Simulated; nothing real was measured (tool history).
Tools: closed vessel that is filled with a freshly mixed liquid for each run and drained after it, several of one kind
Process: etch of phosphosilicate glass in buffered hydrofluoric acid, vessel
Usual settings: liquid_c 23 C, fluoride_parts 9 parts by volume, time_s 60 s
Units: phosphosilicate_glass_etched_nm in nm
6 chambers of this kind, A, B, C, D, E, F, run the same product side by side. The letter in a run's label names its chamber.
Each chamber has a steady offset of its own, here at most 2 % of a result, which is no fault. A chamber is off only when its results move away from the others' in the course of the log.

run,hour,liquid_c,fluoride_parts,time_s,hours since the thermometer was replaced,hours since the hydrofluoric acid flow meter was replaced,"read-back film thickness of the phosphosilicate glass reference wafer, read on the same gauge (nm)",phosphosilicate_glass_etched_nm
1D,12.9,23,9,60,1969.8,1230.7,30.009,543.78
2E,18.6,23,9,60,1775.6,794.2,30.001,543.8
3F,24.4,23,9,60,435.7,503.9,29.988,534.36
4C,36.8,23,9,60,544.2,100.9,29.975,538.58
5B,45.8,23,9,60,1410.9,281.5,29.983,538.81
6A,55.6,23,9,60,239.5,1078.4,30.011,532.83
7F,66.7,23,9,60,478,546.2,29.985,534.98
8C,75.4,23,9,60,582.8,139.5,30.015,542.04
9B,88.2,23,9,60,1453.3,323.9,29.988,541.07
10E,94.1,23,9,60,1851.1,869.7,30.013,544.82
11A,103.3,23,9,60,287.2,1126.1,29.994,535.22
12D,115.3,23,9,60,2072.2,1333.1,29.985,549.46
13E,124.3,23,9,60,1881.3,899.9,29.996,546.95
14F,134.8,23,9,60,546.1,614.3,30.012,535.61
15C,144.6,23,9,60,652,208.7,30.024,537.69
16A,150.6,23,5.5,90,334.5,1173.4,29.982,1287.5
17B,159.5,23,5.5,90,1524.6,395.2,30.008,1300.2
18D,165.3,23,5.5,90,2122.2,1383.1,30.016,1331.2
19B,175.3,23,5.5,90,1540.4,411,30.005,1309.2
20C,186.9,23,5.5,90,694.3,251,30.005,1291.8
21E,199.5,23,5.5,90,1956.5,975.1,30.001,1339.8
22F,211.8,21.5,9,60,623.1,691.3,30.008,492.01
23D,224.5,21.5,9,60,2181.4,1442.3,29.984,504.25
24A,232.1,21.5,9,60,416,1254.9,30.003,490.41
25A,239.4,21.5,9,60,423.3,1262.2,30,488.3
26C,245.2,21.5,9,60,752.6,309.3,29.995,494.74
27E,256.8,21.5,9,60,2013.8,1032.4,30.011,505.2
28D,267.9,23,9,60,2224.8,1485.7,29.994,543.93
# hour 275.2: chamber A: hydrofluoric acid flow meter replaced
29B,279.8,23,9,60,1644.9,515.5,30,539.75
30F,289.6,27,9,80,700.9,769.1,29.983,888.53
31F,296.7,27,9,80,708,776.2,29.976,886.02
32B,304.1,27,9,80,1669.2,539.8,30.026,896.67
33C,312.5,27,9,80,819.9,376.6,29.996,889.17
34A,320.1,27,9,80,504,44.9,30.008,883.01
35E,325.7,27,9,80,2082.7,1101.3,30.014,907.56
36D,331.2,23,9,60,2288.1,1549,29.984,546.3
# hour 338.2: chamber B: hydrofluoric acid flow meter replaced
37A,341.9,23,9,60,525.8,66.7,29.989,536.46
# hour 344.4: chamber C: hydrofluoric acid flow meter replaced
38C,354.6,23,9,60,862,10.2,30.007,538.23
39F,360.3,23,9,60,771.6,839.8,29.992,536.03
40D,370,23,9,60,2326.9,1587.8,30.027,542.93
41E,376.3,23,9,60,2133.3,1151.9,29.999,546.2
42B,388.4,23,9,60,1753.5,50.2,29.993,540.1
43F,395.1,23,12,60,806.4,874.6,29.975,415.93
44C,401.9,23,12,60,909.3,57.5,29.978,418.51

What goes on in this fleet: one chamber off, a drifting gauge, or nothing beyond the chambers' own small offsets? Name the chamber and the cause, if any.

No chamber stands off beyond its own small offset, and the gauge holds steady.

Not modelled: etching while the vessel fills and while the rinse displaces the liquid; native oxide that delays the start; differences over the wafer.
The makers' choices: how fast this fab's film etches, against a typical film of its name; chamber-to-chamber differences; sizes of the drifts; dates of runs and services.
